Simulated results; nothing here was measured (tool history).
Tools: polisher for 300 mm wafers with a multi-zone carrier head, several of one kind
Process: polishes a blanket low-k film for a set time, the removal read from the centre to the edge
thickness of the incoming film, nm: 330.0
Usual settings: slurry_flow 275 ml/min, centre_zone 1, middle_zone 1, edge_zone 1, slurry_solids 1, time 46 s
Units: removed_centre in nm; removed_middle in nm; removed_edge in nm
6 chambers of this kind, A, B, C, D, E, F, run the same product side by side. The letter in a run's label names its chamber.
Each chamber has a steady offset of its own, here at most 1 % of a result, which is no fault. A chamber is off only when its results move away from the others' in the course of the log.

run 1C hour=5.2 | slurry_flow=275 centre_zone=1 middle_zone=1 edge_zone=1 slurry_solids=1 time=46 | removed_centre=20.069 removed_middle=19.654 removed_edge=19.879
run 2D hour=10.1 | slurry_flow=275 centre_zone=1 middle_zone=1 edge_zone=1 slurry_solids=1 time=46 | removed_centre=19.872 removed_middle=20.13 removed_edge=19.939
run 3B hour=13.1 | slurry_flow=275 centre_zone=1 middle_zone=1 edge_zone=1 slurry_solids=1 time=46 | removed_centre=19.959 removed_middle=19.673 removed_edge=19.902
-- hour=18.3 chamber A: worn pad replaced by a new one
run 4A hour=18.7 | slurry_flow=275 centre_zone=1 middle_zone=1 edge_zone=1 slurry_solids=1 time=46 | removed_centre=19.792 removed_middle=19.827 removed_edge=20.002
-- hour=21.7 chamber F: worn pad replaced by a new one
run 5E hour=23.3 | slurry_flow=275 centre_zone=1 middle_zone=1 edge_zone=1 slurry_solids=1 time=46 | removed_centre=19.51 removed_middle=19.658 removed_edge=19.856
-- hour=25.7 chamber D: worn pad replaced by a new one
run 6F hour=28.9 | slurry_flow=275 centre_zone=1 middle_zone=1 edge_zone=1 slurry_solids=1 time=46 | removed_centre=20.163 removed_middle=19.923 removed_edge=19.89
run 7E hour=34.3 | slurry_flow=275 centre_zone=1 middle_zone=1 edge_zone=1 slurry_solids=1 time=46 | removed_centre=19.897 removed_middle=19.975 removed_edge=20.027
run 8F hour=39.7 | slurry_flow=275 centre_zone=1 middle_zone=1 edge_zone=1 slurry_solids=1 time=46 | removed_centre=19.59 removed_middle=20.065 removed_edge=19.943
-- hour=41.4 chamber C: slurry nozzle cleaned
run 9A hour=43.9 | slurry_flow=275 centre_zone=1 middle_zone=1 edge_zone=1 slurry_solids=1 time=46 | removed_centre=19.148 removed_middle=19.75 removed_edge=19.377
-- hour=46.7 chamber C: worn pad replaced by a new one
run 10D hour=48.7 | slurry_flow=275 centre_zone=1 middle_zone=1 edge_zone=1 slurry_solids=1 time=46 | removed_centre=19.965 removed_middle=20.053 removed_edge=19.8
-- hour=50.4 chamber C: centre zone pressure recalibrated
run 11C hour=53.7 | slurry_flow=275 centre_zone=1 middle_zone=1 edge_zone=1 slurry_solids=1 time=46 | removed_centre=19.772 removed_middle=19.833 removed_edge=20.008
run 12B hour=56.7 | slurry_flow=275 centre_zone=1 middle_zone=1 edge_zone=1 slurry_solids=1 time=46 | removed_centre=19.78 removed_middle=19.94 removed_edge=19.738
run 13D hour=60.6 | slurry_flow=275 centre_zone=1 middle_zone=1 edge_zone=1 slurry_solids=1 time=46 | removed_centre=20.07 removed_middle=19.757 removed_edge=20.019
run 14E hour=66.6 | slurry_flow=275 centre_zone=1 middle_zone=0.94 edge_zone=1 slurry_solids=1 time=46 | removed_centre=20.282 removed_middle=18.784 removed_edge=19.807
run 15A hour=70.3 | slurry_flow=275 centre_zone=1 middle_zone=0.94 edge_zone=1 slurry_solids=1 time=46 | removed_centre=20.007 removed_middle=18.934 removed_edge=19.683
run 16C hour=73 | slurry_flow=275 centre_zone=1 middle_zone=0.94 edge_zone=1 slurry_solids=1 time=46 | removed_centre=19.724 removed_middle=18.511 removed_edge=20.118
run 17F hour=76.7 | slurry_flow=275 centre_zone=1 middle_zone=0.94 edge_zone=1 slurry_solids=1 time=46 | removed_centre=19.652 removed_middle=18.61 removed_edge=19.764
run 18B hour=80.9 | slurry_flow=275 centre_zone=1 middle_zone=0.94 edge_zone=1 slurry_solids=1 time=46 | removed_centre=19.962 removed_middle=18.459 removed_edge=19.721
run 19A hour=85.5 | slurry_flow=275 centre_zone=1 middle_zone=0.94 edge_zone=1 slurry_solids=1 time=46 | removed_centre=19.922 removed_middle=18.496 removed_edge=19.738
run 20C hour=89.3 | slurry_flow=275 centre_zone=1 middle_zone=1 edge_zone=1 slurry_solids=1 time=46 | removed_centre=19.853 removed_middle=20.091 removed_edge=19.931
run 21D hour=93.7 | slurry_flow=275 centre_zone=1 middle_zone=1 edge_zone=1 slurry_solids=1 time=46 | removed_centre=19.637 removed_middle=19.621 removed_edge=20.095
-- hour=97.5 chamber A: worn pad replaced by a new one
run 22B hour=99.3 | slurry_flow=275 centre_zone=1 middle_zone=1 edge_zone=1 slurry_solids=1 time=46 | removed_centre=20.048 removed_middle=19.402 removed_edge=19.943
-- hour=102 chamber B: edge zone pressure recalibrated
-- hour=103.4 chamber B: slurry nozzle cleaned
run 23F hour=104.8 | slurry_flow=275 centre_zone=1 middle_zone=1 edge_zone=1 slurry_solids=1 time=46 | removed_centre=19.896 removed_middle=20.136 removed_edge=19.787
run 24E hour=110.1 | slurry_flow=275 centre_zone=1 middle_zone=1 edge_zone=1 slurry_solids=1 time=46 | removed_centre=21.169 removed_middle=19.674 removed_edge=19.844
-- hour=112.7 chamber D: slurry nozzle cleaned
run 25A hour=113.9 | slurry_flow=275 centre_zone=1 middle_zone=1 edge_zone=1 slurry_solids=1 time=46 | removed_centre=19.996 removed_middle=19.715 removed_edge=20.108
run 26C hour=116.5 | slurry_flow=275 centre_zone=1 middle_zone=1 edge_zone=1 slurry_solids=1 time=46 | removed_centre=19.745 removed_middle=19.959 removed_edge=19.704
-- hour=119.9 chamber F: worn pad replaced by a new one
run 27B hour=121.8 | slurry_flow=275 centre_zone=1 middle_zone=1 edge_zone=1 slurry_solids=1 time=46 | removed_centre=19.823 removed_middle=19.741 removed_edge=19.619
run 28D hour=124.8 | slurry_flow=275 centre_zone=1 middle_zone=1 edge_zone=1 slurry_solids=1 time=46 | removed_centre=19.465 removed_middle=19.905 removed_edge=20.009
run 29E hour=127.9 | slurry_flow=275 centre_zone=1 middle_zone=1 edge_zone=1 slurry_solids=1 time=46 | removed_centre=21.747 removed_middle=20.115 removed_edge=19.661
run 30F hour=132.4 | slurry_flow=275 centre_zone=1 middle_zone=1 edge_zone=1 slurry_solids=1 time=46 | removed_centre=19.928 removed_middle=19.802 removed_edge=19.94
run 31D hour=136.1 | slurry_flow=275 centre_zone=1 middle_zone=1 edge_zone=1 slurry_solids=1 time=46 | removed_centre=19.916 removed_middle=19.709 removed_edge=19.911
run 32E hour=141.8 | slurry_flow=275 centre_zone=1 middle_zone=1 edge_zone=1 slurry_solids=1 time=46 | removed_centre=21.54 removed_middle=19.596 removed_edge=19.594
-- hour=142.2 chamber B: worn pad replaced by a new one
run 33F hour=144.6 | slurry_flow=275 centre_zone=1 middle_zone=1 edge_zone=1 slurry_solids=1 time=46 | removed_centre=19.797 removed_middle=20.087 removed_edge=19.89
run 34B hour=147.7 | slurry_flow=275 centre_zone=1 middle_zone=1 edge_zone=1 slurry_solids=1 time=46 | removed_centre=19.845 removed_middle=20.129 removed_edge=19.949
run 35A hour=153.5 | slurry_flow=275 centre_zone=1 middle_zone=1 edge_zone=1 slurry_solids=1 time=46 | removed_centre=19.881 removed_middle=19.885 removed_edge=20.067
run 36C hour=158.2 | slurry_flow=275 centre_zone=0.91 middle_zone=1 edge_zone=1 slurry_solids=1.15 time=46 | removed_centre=18.91 removed_middle=21.084 removed_edge=20.88
-- hour=159.8 chamber E: worn pad replaced by a new one
run 37E hour=161.8 | slurry_flow=275 centre_zone=0.91 middle_zone=1 edge_zone=1 slurry_solids=1.15 time=46 | removed_centre=21.024 removed_middle=21.236 removed_edge=21.096
run 38B hour=166 | slurry_flow=275 centre_zone=0.91 middle_zone=1 edge_zone=1 slurry_solids=1.15 time=46 | removed_centre=18.679 removed_middle=21.184 removed_edge=20.845
run 39F hour=168.6 | slurry_flow=275 centre_zone=0.91 middle_zone=1 edge_zone=1 slurry_solids=1.15 time=46 | removed_centre=19.254 removed_middle=21.271 removed_edge=21.081

Is one chamber off against the others, does the gauge drift, or is nothing wrong? If a chamber is off, say which, and what the likeliest cause is.

Chamber E drifts away from the others.
Cause: centre zone's pressure above its setpoint, % = 10.5.

Here are 4 candidates for chamber E's next run, each the usual settings with a change, their results left as question marks. Which one brings its results back in line with what the others give on the usual settings?
In line means no further than this from the other chambers' mean on the usual settings: removed_centre 0.91 nm; removed_middle 0.75 nm; removed_edge 0.6 nm
run 40E-1 hour=172.8 | slurry_flow=280 centre_zone=1.08 middle_zone=0.98 edge_zone=0.97 slurry_solids=1 time=47 | removed_centre=? removed_middle=? removed_edge=?
run 40E-2 hour=172.8 | slurry_flow=265 centre_zone=0.85 middle_zone=1.03 edge_zone=1.05 slurry_solids=1 time=45 | removed_centre=? removed_middle=? removed_edge=?
run 40E-3 hour=172.8 | slurry_flow=285 centre_zone=1.15 middle_zone=0.97 edge_zone=0.95 slurry_solids=1 time=47 | removed_centre=? removed_middle=? removed_edge=?
run 40E-4 hour=172.8 | slurry_flow=270 centre_zone=0.92 middle_zone=1.02 edge_zone=1.03 slurry_solids=1 time=45 | removed_centre=? removed_middle=? removed_edge=?

The other chambers' mean on the usual settings: removed_centre 19.858 nm; removed_middle 19.813 nm; removed_edge 19.812 nm
run=40E-1 removed_centre=24.385 removed_middle=20.166 removed_edge=20.053
run=40E-2 removed_centre=17.948 removed_middle=20.112 removed_edge=19.929
run=40E-3 removed_centre=26.117 removed_middle=20.007 removed_edge=19.866
run=40E-4 removed_centre=19.59 removed_middle=19.966 removed_edge=19.755
40E-4 brings the chamber back in line.
